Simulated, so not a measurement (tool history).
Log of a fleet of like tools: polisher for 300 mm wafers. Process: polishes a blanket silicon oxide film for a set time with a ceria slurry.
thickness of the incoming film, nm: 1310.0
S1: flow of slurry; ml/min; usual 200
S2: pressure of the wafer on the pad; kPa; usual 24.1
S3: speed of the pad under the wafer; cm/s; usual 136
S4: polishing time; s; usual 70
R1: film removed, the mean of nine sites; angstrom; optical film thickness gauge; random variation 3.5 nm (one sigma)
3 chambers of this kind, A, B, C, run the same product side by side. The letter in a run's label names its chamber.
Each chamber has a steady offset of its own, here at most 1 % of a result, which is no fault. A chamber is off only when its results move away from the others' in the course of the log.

run	hour	S1	S2	S3	S4	R1
1A	8.2	200	24.1	136	70	4688.3
2B	20.7	200	24.1	136	70	4750.5
3C	33.5	200	24.1	136	70	4711.5
# hour 47.8: chamber C: worn pad replaced by a new one
4C	49.5	200	24.1	136	70	4701.5
# hour 55.5: chamber A: head pressure recalibrated
# hour 56.6: chamber B: worn pad replaced by a new one
5A	59.1	200	24.1	136	70	4682.0
6B	66.3	200	24.1	136	70	4713.0
7A	76.8	200	24.1	136	70	4648.9
8C	93.3	200	24.1	136	70	4692.6
9B	107.1	200	24.1	136	70	4696.5
10A	117.2	200	24.1	136	70	4720.1
# hour 121.6: chamber C: worn pad replaced by a new one
11C	133.0	200	24.1	136	70	4687.0
12B	146.2	200	24.1	136	70	4686.1
13B	161.0	200	24.1	136	70	4701.9
14A	175.3	200	24.1	136	70	4664.7
15C	185.5	200	24.1	136	70	4667.9
16B	198.8	200	24.1	136	70	4671.5
# hour 203.1: chamber C: worn pad replaced by a new one
# hour 205.2: chamber B: worn pad replaced by a new one
17C	207.1	200	24.1	136	70	4677.5
18A	217.4	200	24.1	136	70	4661.8
19C	233.0	200	24.1	136	70	4641.8
20B	242.4	200	24.1	136	70	4690.5
# hour 245.9: chamber C: head pressure recalibrated
21A	252.3	200	24.1	136	70	4621.3
22A	262.6	200	24.1	136	70	4583.0
# hour 266.2: chamber B: slurry nozzle cleaned
23B	274.3	200	24.1	136	70	4661.7
# hour 288.5: chamber C: slurry nozzle cleaned
24C	288.8	200	24.1	136	70	4739.1
25C	296.0	200	24.1	136	70	4631.7
# hour 298.7: chamber C: worn pad replaced by a new one
26B	312.3	200	24.1	136	70	4727.7
27A	325.9	200	24.1	136	70	4570.1
# hour 336.7: chamber B: worn pad replaced by a new one
28A	337.7	200	24.1	136	70	4557.1
29C	346.0	200	24.1	136	70	4705.3
30B	361.5	200	24.1	136	70	4721.6
31C	373.7	200	24.1	136	70	4700.4
# hour 376.7: chamber C: worn pad replaced by a new one
32A	385.7	200	24.1	136	70	4477.5
33B	395.0	200	24.1	136	70	4722.3
34C	406.3	200	24.1	136	70	4693.8
35B	416.6	200	24.1	136	70	4671.6

What goes on in this fleet: one chamber off, a drifting gauge, or nothing beyond the chambers' own small offsets? Name the chamber and the cause, if any.

Chamber A drifts away from the others.
Cause: removal rate lost through wear of the pad, % = 6.57.
The log may not tell that from: slurry flow missing at the pad, %; head's pressure below its setpoint, %.

Here are 4 candidates for chamber A's next run, each the usual settings with a change, their results left as question marks. Which one brings its results back in line with what the others give on the usual settings?
In line means no further than this from the other chambers' mean on the usual settings: R1 120.0 angstrom
36A-1	428.4	200	24.8	142	73	?
36A-2	428.4	200	24.1	128	67	?
36A-3	428.4	200	24.8	138	71	?
36A-4	428.4	200	24.1	128	70	?

The other chambers' mean on the usual settings: R1 4680.0 angstrom
run	R1
36A-1	4940.7
36A-2	3972.9
36A-3	4669.7
36A-4	4150.8
36A-3 brings the chamber back in line.
